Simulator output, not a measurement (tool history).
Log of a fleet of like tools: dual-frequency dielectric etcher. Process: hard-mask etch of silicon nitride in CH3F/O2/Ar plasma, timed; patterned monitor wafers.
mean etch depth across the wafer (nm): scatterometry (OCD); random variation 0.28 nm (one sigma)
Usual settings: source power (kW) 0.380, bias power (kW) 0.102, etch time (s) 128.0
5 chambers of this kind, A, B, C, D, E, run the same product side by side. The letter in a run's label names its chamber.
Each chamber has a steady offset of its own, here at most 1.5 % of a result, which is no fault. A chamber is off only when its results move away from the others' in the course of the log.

| run | hour | source power (kW) | bias power (kW) | etch time (s) | hours since the last wet clean | hours since the last source power generator calibration | hours since the last bias power generator calibration | read-back reference wafer on the same gauge, depth_nm | mean etch depth across the wafer (nm) |
|---|---|---|---|---|---|---|---|---|---|
|  | 5.4 | chamber E: wet clean of the chamber |
| 1A | 7.5 | 0.380 | 0.102 | 128.0 | 106.2 | 1515.3 | 1377.5 | 107.53 | 98.545 |
| 2E | 15.2 | 0.380 | 0.102 | 128.0 | 9.8 | 1339.2 | 1445.8 | 107.51 | 98.614 |
| 3B | 21.3 | 0.380 | 0.102 | 128.0 | 430.1 | 1093.5 | 2497.8 | 107.49 | 99.193 |
| 4D | 28.6 | 0.380 | 0.102 | 128.0 | 110.5 | 69.3 | 3677.2 | 107.51 | 98.979 |
| 5C | 32.2 | 0.380 | 0.102 | 128.0 | 404.0 | 1635.6 | 2473.3 | 107.42 | 98.917 |
| 6E | 36.5 | 0.380 | 0.102 | 128.0 | 31.1 | 1360.5 | 1467.1 | 107.48 | 98.810 |
| 7D | 41.7 | 0.380 | 0.102 | 128.0 | 123.6 | 82.4 | 3690.3 | 107.57 | 99.283 |
| 8A | 48.6 | 0.380 | 0.102 | 128.0 | 147.3 | 1556.4 | 1418.6 | 107.43 | 98.389 |
| 9C | 53.0 | 0.380 | 0.102 | 128.0 | 424.8 | 1656.4 | 2494.1 | 107.47 | 98.458 |
| 10B | 58.0 | 0.380 | 0.102 | 128.0 | 466.8 | 1130.2 | 2534.5 | 107.49 | 99.220 |
| 11B | 65.2 | 0.380 | 0.102 | 128.0 | 474.0 | 1137.4 | 2541.7 | 107.46 | 99.298 |
| 12E | 72.9 | 0.380 | 0.102 | 128.0 | 67.5 | 1396.9 | 1503.5 | 107.46 | 99.013 |
|  | 77.9 | chamber C: wet clean of the chamber |
| 13D | 79.5 | 0.380 | 0.102 | 128.0 | 161.4 | 120.2 | 3728.1 | 107.58 | 98.786 |
| 14C | 86.6 | 0.380 | 0.102 | 128.0 | 8.8 | 1690.0 | 2527.7 | 107.50 | 98.485 |
| 15A | 94.7 | 0.380 | 0.102 | 128.0 | 193.4 | 1602.5 | 1464.7 | 107.49 | 98.486 |
| 16E | 100.1 | 0.380 | 0.102 | 128.0 | 94.7 | 1424.1 | 1530.7 | 107.49 | 99.207 |
| 17C | 103.7 | 0.380 | 0.102 | 128.0 | 25.9 | 1707.1 | 2544.8 | 107.53 | 98.575 |
| 18B | 109.7 | 0.380 | 0.102 | 155.0 | 518.5 | 1181.9 | 2586.2 | 107.41 | 120.080 |
| 19D | 115.4 | 0.380 | 0.102 | 155.0 | 197.3 | 156.1 | 3764.0 | 107.46 | 120.150 |
| 20A | 123.2 | 0.380 | 0.102 | 155.0 | 221.9 | 1631.0 | 1493.2 | 107.50 | 121.110 |
| 21B | 128.8 | 0.380 | 0.102 | 155.0 | 537.6 | 1201.0 | 2605.3 | 107.56 | 120.360 |
| 22E | 136.6 | 0.380 | 0.102 | 155.0 | 131.2 | 1460.6 | 1567.2 | 107.48 | 119.650 |
|  | 137.8 | chamber B: wet clean of the chamber |
| 23D | 144.7 | 0.380 | 0.102 | 128.0 | 226.6 | 185.4 | 3793.3 | 107.52 | 98.271 |
| 24A | 150.6 | 0.380 | 0.102 | 128.0 | 249.3 | 1658.4 | 1520.6 | 107.46 | 100.010 |
| 25C | 156.4 | 0.380 | 0.094 | 150.5 | 78.6 | 1759.8 | 2597.5 | 107.56 | 113.250 |
| 26B | 162.2 | 0.380 | 0.094 | 150.5 | 24.5 | 1234.4 | 2638.7 | 107.49 | 113.040 |
| 27C | 167.7 | 0.380 | 0.094 | 150.5 | 89.9 | 1771.1 | 2608.8 | 107.47 | 112.920 |
| 28D | 172.0 | 0.380 | 0.094 | 150.5 | 253.9 | 212.7 | 3820.6 | 107.50 | 113.090 |
| 29E | 177.8 | 0.380 | 0.094 | 150.5 | 172.4 | 1501.8 | 1608.4 | 107.52 | 112.740 |
| 30A | 185.5 | 0.380 | 0.102 | 128.0 | 284.2 | 1693.3 | 1555.5 | 107.56 | 100.880 |
| 31A | 190.3 | 0.300 | 0.102 | 128.0 | 289.0 | 1698.1 | 1560.3 | 107.43 | 92.912 |
| 32C | 194.0 | 0.300 | 0.102 | 128.0 | 116.2 | 1797.4 | 2635.1 | 107.51 | 91.010 |
| 33E | 200.8 | 0.300 | 0.102 | 128.0 | 195.4 | 1524.8 | 1631.4 | 107.51 | 90.573 |
| 34D | 207.0 | 0.300 | 0.102 | 128.0 | 288.9 | 247.7 | 3855.6 | 107.49 | 90.501 |

Next, every chamber runs the same settings. What will each give?
| 35A | 212.8 | 0.380 | 0.102 | 128.0 |  |  |  |  | ? |
| 35B | 212.8 | 0.380 | 0.102 | 128.0 |  |  |  |  | ? |
| 35C | 212.8 | 0.380 | 0.102 | 128.0 |  |  |  |  | ? |
| 35D | 212.8 | 0.380 | 0.102 | 128.0 |  |  |  |  | ? |
| 35E | 212.8 | 0.380 | 0.102 | 128.0 |  |  |  |  | ? |

| run | mean etch depth across the wafer (nm) |
|---|---|
| 35A | 101.420 |
| 35B | 99.090 |
| 35C | 98.953 |
| 35D | 98.318 |
| 35E | 98.349 |
